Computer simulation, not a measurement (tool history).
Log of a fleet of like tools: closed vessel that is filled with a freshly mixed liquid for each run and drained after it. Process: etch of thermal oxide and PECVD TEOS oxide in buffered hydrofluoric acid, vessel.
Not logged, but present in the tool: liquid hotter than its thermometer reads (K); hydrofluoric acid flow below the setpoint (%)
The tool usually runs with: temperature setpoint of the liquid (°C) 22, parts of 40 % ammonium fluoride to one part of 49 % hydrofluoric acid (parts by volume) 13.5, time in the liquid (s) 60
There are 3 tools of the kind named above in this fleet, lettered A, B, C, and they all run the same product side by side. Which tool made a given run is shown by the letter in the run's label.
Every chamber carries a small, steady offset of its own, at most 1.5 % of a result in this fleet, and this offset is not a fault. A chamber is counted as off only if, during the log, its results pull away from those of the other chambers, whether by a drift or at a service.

| run | day | temperature setpoint of the liquid (°C) | parts of 40 % ammonium fluoride to one part of 49 % hydrofluoric acid (parts by volume) | time in the liquid (s) | hours since the thermometer was replaced | hours since the hydrofluoric acid flow meter was replaced | read-back film thickness of the thermal oxide reference wafer, read on the same gauge (nm) | read-back film thickness of the PECVD TEOS oxide reference wafer, read on the same gauge (nm) | thickness taken off the thermal oxide on a monitor wafer (Å) | thickness taken off the PECVD TEOS oxide on a monitor wafer (Å) |
|---|---|---|---|---|---|---|---|---|---|---|
| 1C | 0.304 | 22 | 13.5 | 60 | 1470.3 | 104 | 29.993 | 40.029 | 476.06 | 640.78 |
| 2B | 0.65 | 22 | 13.5 | 60 | 1354.6 | 706.8 | 30.002 | 40.007 | 476.16 | 637.37 |
| 3A | 1.021 | 22 | 13.5 | 60 | 609 | 328.1 | 29.998 | 40.018 | 475.96 | 640.23 |
| 4B | 1.333 | 22 | 13.5 | 60 | 1371 | 723.2 | 29.991 | 39.971 | 475.04 | 636.42 |
| 5C | 1.504 | 22 | 13.5 | 60 | 1499.1 | 132.8 | 29.996 | 40.006 | 476.22 | 631.63 |
| 6A | 1.696 | 22 | 13.5 | 60 | 625.2 | 344.3 | 29.986 | 40 | 474.51 | 634.92 |
| 7C | 1.95 | 22 | 13.5 | 60 | 1509.8 | 143.5 | 30.015 | 40.002 | 475.1 | 639.43 |
| 8A | 2.258 | 22 | 13.5 | 60 | 638.7 | 357.8 | 29.99 | 40.033 | 471.11 | 642.06 |
| 9B | 2.458 | 22 | 16.5 | 60 | 1398 | 750.2 | 29.976 | 40.011 | 390.48 | 515.39 |
| 10A | 2.646 | 22 | 16.5 | 60 | 648 | 367.1 | 29.991 | 39.983 | 386.06 | 527.4 |
| 11C | 2.983 | 22 | 16.5 | 60 | 1534.6 | 168.3 | 29.988 | 39.995 | 389.42 | 525.34 |
| 12B | 3.204 | 22 | 13.5 | 60 | 1415.9 | 768.1 | 30.017 | 40.012 | 473.87 | 633.44 |
| 13C | 3.517 | 22 | 13.5 | 60 | 1547.4 | 181.1 | 30.014 | 40.014 | 474.3 | 639.27 |
|  | 3.625 | chamber B: hydrofluoric acid flow meter replaced |
| 14B | 3.721 | 22 | 8.5 | 30 | 1428.3 | 2.4 | 29.999 | 40.019 | 364.73 | 482.13 |
| 15A | 4.075 | 22 | 8.5 | 30 | 682.3 | 401.4 | 29.99 | 40 | 362.41 | 495.31 |
| 16B | 4.254 | 22 | 8.5 | 30 | 1441.1 | 15.2 | 30.004 | 40.012 | 365.11 | 490.62 |
| 17A | 4.471 | 22 | 13.5 | 60 | 691.8 | 410.9 | 29.992 | 39.995 | 472.56 | 640.31 |
| 18C | 4.667 | 22 | 13.5 | 60 | 1575 | 208.7 | 30.011 | 39.985 | 474.2 | 634.9 |
| 19B | 4.967 | 22 | 11 | 60 | 1458.2 | 32.3 | 30.019 | 40.006 | 582.33 | 782.96 |
| 20C | 5.338 | 22 | 11 | 60 | 1591.1 | 224.8 | 30.014 | 39.994 | 584.45 | 786.82 |
| 21A | 5.588 | 22 | 11 | 60 | 718.6 | 437.7 | 29.971 | 40.003 | 578.24 | 791.33 |
| 22C | 5.942 | 22 | 13.5 | 60 | 1605.6 | 239.3 | 30.031 | 40.005 | 476.94 | 640.59 |
| 23A | 6.112 | 22 | 13.5 | 60 | 731.2 | 450.3 | 30.002 | 40.009 | 471.23 | 643.75 |
| 24B | 6.483 | 22 | 13.5 | 60 | 1494.6 | 68.7 | 29.991 | 40.017 | 477.05 | 637.89 |
| 25A | 6.738 | 22 | 13.5 | 60 | 746.2 | 465.3 | 29.972 | 39.99 | 473.12 | 648.19 |
| 26B | 7.108 | 22 | 13.5 | 60 | 1509.6 | 83.7 | 29.976 | 40.003 | 478.59 | 637.98 |
| 27C | 7.275 | 22 | 13.5 | 60 | 1637.6 | 271.3 | 29.976 | 39.998 | 474.8 | 634.32 |
| 28A | 7.567 | 22 | 13.5 | 60 | 766.1 | 485.2 | 30.017 | 39.994 | 472.51 | 635.32 |
| 29C | 7.904 | 22 | 13.5 | 60 | 1652.7 | 286.4 | 30.007 | 40.03 | 474.48 | 644.35 |
| 30B | 8.125 | 22 | 13.5 | 60 | 1534 | 108.1 | 29.995 | 39.999 | 472.28 | 631.25 |
| 31B | 8.346 | 22 | 10 | 60 | 1539.3 | 113.4 | 29.983 | 39.978 | 640.63 | 843.99 |
| 32A | 8.546 | 22 | 10 | 60 | 789.6 | 508.7 | 30.018 | 39.99 | 633.79 | 855.56 |

All 3 chambers run these settings next. Forecast each chamber's results:
| 33A | 8.812 | 22 | 8.5 | 60 |  |  |  |  | ? | ? |
| 33B | 8.812 | 22 | 8.5 | 60 |  |  |  |  | ? | ? |
| 33C | 8.812 | 22 | 8.5 | 60 |  |  |  |  | ? | ? |

| run | thickness taken off the thermal oxide on a monitor wafer (Å) | thickness taken off the PECVD TEOS oxide on a monitor wafer (Å) |
|---|---|---|
| 33A | 727.48 | 991.69 |
| 33B | 727.26 | 977 |
| 33C | 729.85 | 977.95 |
